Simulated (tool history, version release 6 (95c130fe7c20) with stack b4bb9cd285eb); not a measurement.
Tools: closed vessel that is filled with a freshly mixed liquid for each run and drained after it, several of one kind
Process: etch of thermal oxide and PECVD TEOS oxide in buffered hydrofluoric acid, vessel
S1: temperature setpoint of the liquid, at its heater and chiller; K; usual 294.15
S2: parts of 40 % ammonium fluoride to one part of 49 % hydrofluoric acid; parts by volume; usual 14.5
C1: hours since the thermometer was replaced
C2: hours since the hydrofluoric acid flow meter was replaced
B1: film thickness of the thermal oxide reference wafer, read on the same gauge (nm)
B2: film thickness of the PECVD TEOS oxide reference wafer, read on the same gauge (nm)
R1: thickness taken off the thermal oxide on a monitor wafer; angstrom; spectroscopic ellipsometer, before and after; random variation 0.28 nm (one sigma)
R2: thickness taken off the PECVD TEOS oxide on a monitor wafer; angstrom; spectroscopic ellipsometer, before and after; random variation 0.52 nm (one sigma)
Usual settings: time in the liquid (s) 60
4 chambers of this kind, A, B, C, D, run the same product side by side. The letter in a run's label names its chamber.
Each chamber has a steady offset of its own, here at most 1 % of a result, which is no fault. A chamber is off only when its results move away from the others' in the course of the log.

Run 1D, hour 16.3: usual settings; C1 393.8; C2 253.1; B1 69.985; B2 39.993. Result: R1 422.05 angstrom, R2 1347.3 angstrom.
Run 2C, hour 27.5: usual settings; C1 1077.4; C2 363.1; B1 69.993; B2 40.036. Result: R1 416.80 angstrom, R2 1361.1 angstrom.
Run 3A, hour 40.1: usual settings; C1 799.7; C2 700.8; B1 70.009; B2 40.009. Result: R1 415.99 angstrom, R2 1340.9 angstrom.
At hour 47.6: chamber C: hydrofluoric acid flow meter replaced.
Run 4B, hour 55.9: usual settings; C1 439.5; C2 295.0; B1 69.999; B2 39.969. Result: R1 420.84 angstrom, R2 1358.0 angstrom.
Run 5D, hour 71.7: usual settings; C1 449.2; C2 308.5; B1 69.998; B2 39.995. Result: R1 419.54 angstrom, R2 1354.1 angstrom.
Run 6B, hour 85.9: usual settings; C1 469.5; C2 325.0; B1 69.987; B2 40.023. Result: R1 418.02 angstrom, R2 1350.6 angstrom.
Run 7C, hour 93.7: usual settings; C1 1143.6; C2 46.1; B1 70.009; B2 40.021. Result: R1 414.28 angstrom, R2 1360.2 angstrom.
Run 8A, hour 103.8: usual settings; C1 863.4; C2 764.5; B1 69.997; B2 40.014. Result: R1 420.97 angstrom, R2 1343.7 angstrom.
Run 9B, hour 120.0: usual settings but S1 298.65 K; C1 503.6; C2 359.1; B1 70.009; B2 40.002. Result: R1 530.45 angstrom, R2 1728.5 angstrom.
Run 10D, hour 129.6: usual settings but S1 298.65 K; C1 507.1; C2 366.4; B1 70.020; B2 39.989. Result: R1 534.75 angstrom, R2 1725.8 angstrom.
Run 11C, hour 137.7: usual settings but S1 298.65 K; C1 1187.6; C2 90.1; B1 70.014; B2 40.003. Result: R1 529.36 angstrom, R2 1745.5 angstrom.
Run 12A, hour 148.6: usual settings but S1 298.65 K; C1 908.2; C2 809.3; B1 69.993; B2 39.980. Result: R1 532.83 angstrom, R2 1731.4 angstrom.
At hour 155.5: chamber A: hydrofluoric acid flow meter replaced.
Run 13B, hour 159.1: usual settings; C1 542.7; C2 398.2; B1 69.985; B2 39.997. Result: R1 417.27 angstrom, R2 1352.3 angstrom.
Run 14A, hour 175.0: usual settings but S2 19.0 parts by volume; C1 934.6; C2 19.5; B1 69.988; B2 39.988. Result: R1 321.43 angstrom, R2 1024.6 angstrom.
Run 15C, hour 188.0: usual settings but S2 19.0 parts by volume; C1 1237.9; C2 140.4; B1 69.978; B2 40.006. Result: R1 315.44 angstrom, R2 1043.8 angstrom.
Run 16D, hour 203.8: usual settings but S2 19.0 parts by volume; C1 581.3; C2 440.6; B1 70.015; B2 40.000. Result: R1 317.90 angstrom, R2 1035.7 angstrom.
Run 17C, hour 212.2: usual settings but S2 19.0 parts by volume; C1 1262.1; C2 164.6; B1 70.016; B2 39.998. Result: R1 317.04 angstrom, R2 1039.1 angstrom.
At hour 218.4: chamber C: thermometer replaced.
Run 18D, hour 221.5: usual settings; C1 599.0; C2 458.3; B1 70.009; B2 40.011. Result: R1 425.16 angstrom, R2 1350.4 angstrom.
Run 19A, hour 233.5: usual settings; C1 993.1; C2 78.0; B1 69.998; B2 39.984. Result: R1 416.95 angstrom, R2 1334.1 angstrom.
Run 20B, hour 240.9: usual settings; C1 624.5; C2 480.0; B1 69.996; B2 40.012. Result: R1 414.47 angstrom, R2 1352.7 angstrom.
Run 21B, hour 251.4: usual settings; C1 635.0; C2 490.5; B1 70.008; B2 39.987. Result: R1 413.21 angstrom, R2 1364.1 angstrom.
Run 22D, hour 264.2: usual settings but S1 291.65 K, S2 11.0 parts by volume; C1 641.7; C2 501.0; B1 70.005; B2 40.032. Result: R1 478.11 angstrom, R2 1545.5 angstrom.
Run 23A, hour 275.1: usual settings but S1 291.65 K, S2 11.0 parts by volume; C1 1034.7; C2 119.6; B1 70.028; B2 39.995. Result: R1 471.31 angstrom, R2 1524.5 angstrom.
Run 24C, hour 287.8: usual settings but S1 291.65 K, S2 11.0 parts by volume; C1 69.4; C2 240.2; B1 70.000; B2 40.017. Result: R1 472.65 angstrom, R2 1533.9 angstrom.
Run 25D, hour 303.4: usual settings but S1 291.65 K, S2 11.0 parts by volume; C1 680.9; C2 540.2; B1 69.997; B2 39.966. Result: R1 482.93 angstrom, R2 1543.3 angstrom.
Run 26A, hour 310.7: usual settings; C1 1070.3; C2 155.2; B1 69.999; B2 40.035. Result: R1 422.55 angstrom, R2 1348.4 angstrom.
Run 27B, hour 321.3: usual settings but time in the liquid (s) 80; C1 704.9; C2 560.4; B1 69.987; B2 40.004. Result: R1 556.67 angstrom, R2 1816.7 angstrom.
Run 28C, hour 337.5: usual settings but time in the liquid (s) 80; C1 119.1; C2 289.9; B1 70.007; B2 40.037. Result: R1 550.00 angstrom, R2 1806.2 angstrom.
Run 29B, hour 345.8: usual settings but time in the liquid (s) 80; C1 729.4; C2 584.9; B1 70.036; B2 40.024. Result: R1 556.09 angstrom, R2 1812.9 angstrom.
Run 30C, hour 362.0: usual settings but time in the liquid (s) 80; C1 143.6; C2 314.4; B1 69.987; B2 39.993. Result: R1 548.72 angstrom, R2 1788.3 angstrom.
Run 31D, hour 377.4: usual settings; C1 754.9; C2 614.2; B1 70.011; B2 40.030. Result: R1 425.60 angstrom, R2 1347.7 angstrom.
Run 32A, hour 391.9: usual settings but S2 10.5 parts by volume; C1 1151.5; C2 236.4; B1 69.986; B2 39.985. Result: R1 574.97 angstrom, R2 1831.0 angstrom.
Run 33C, hour 408.2: usual settings but S2 10.5 parts by volume; C1 189.8; C2 360.6; B1 69.994; B2 40.028. Result: R1 565.10 angstrom, R2 1860.0 angstrom.
At hour 414.9: chamber B: hydrofluoric acid flow meter replaced.
Run 34D, hour 421.8: usual settings but S2 10.5 parts by volume; C1 799.3; C2 658.6; B1 69.989; B2 40.009. Result: R1 578.59 angstrom, R2 1863.0 angstrom.
Run 35A, hour 434.2: usual settings but S2 10.5 parts by volume; C1 1193.8; C2 278.7; B1 70.005; B2 39.988. Result: R1 568.68 angstrom, R2 1840.3 angstrom.
Run 36B, hour 448.9: usual settings; C1 832.5; C2 34.0; B1 69.993; B2 40.030. Result: R1 416.03 angstrom, R2 1356.5 angstrom.
Run 37B, hour 457.9: usual settings; C1 841.5; C2 43.0; B1 70.009; B2 40.028. Result: R1 417.51 angstrom, R2 1344.2 angstrom.
Run 38D, hour 466.5: usual settings; C1 844.0; C2 703.3; B1 70.010; B2 39.994. Result: R1 424.83 angstrom, R2 1350.1 angstrom.
Run 39A, hour 477.0: usual settings; C1 1236.6; C2 321.5; B1 69.982; B2 40.006. Result: R1 422.85 angstrom, R2 1336.4 angstrom.
At hour 478.2: chamber C: hydrofluoric acid flow meter replaced.
Run 40C, hour 488.4: usual settings; C1 270.0; C2 10.2; B1 69.997; B2 40.004. Result: R1 413.16 angstrom, R2 1356.1 angstrom.
At hour 496.6: chamber B: thermometer replaced.
Run 41B, hour 499.8: usual settings; C1 3.2; C2 84.9; B1 69.988; B2 40.032. Result: R1 413.02 angstrom, R2 1352.4 angstrom.

Next, every chamber runs the same settings. What will each give?
Run 42A, hour 511.5: usual settings. Result: R1 ?, R2 ?.
Run 42B, hour 511.5: usual settings. Result: R1 ?, R2 ?.
Run 42C, hour 511.5: usual settings. Result: R1 ?, R2 ?.
Run 42D, hour 511.5: usual settings. Result: R1 ?, R2 ?.

run      R1      R2
42A  417.82  1347.8
42B  409.23  1357.1
42C  413.49  1354.4
42D  418.73  1358.4

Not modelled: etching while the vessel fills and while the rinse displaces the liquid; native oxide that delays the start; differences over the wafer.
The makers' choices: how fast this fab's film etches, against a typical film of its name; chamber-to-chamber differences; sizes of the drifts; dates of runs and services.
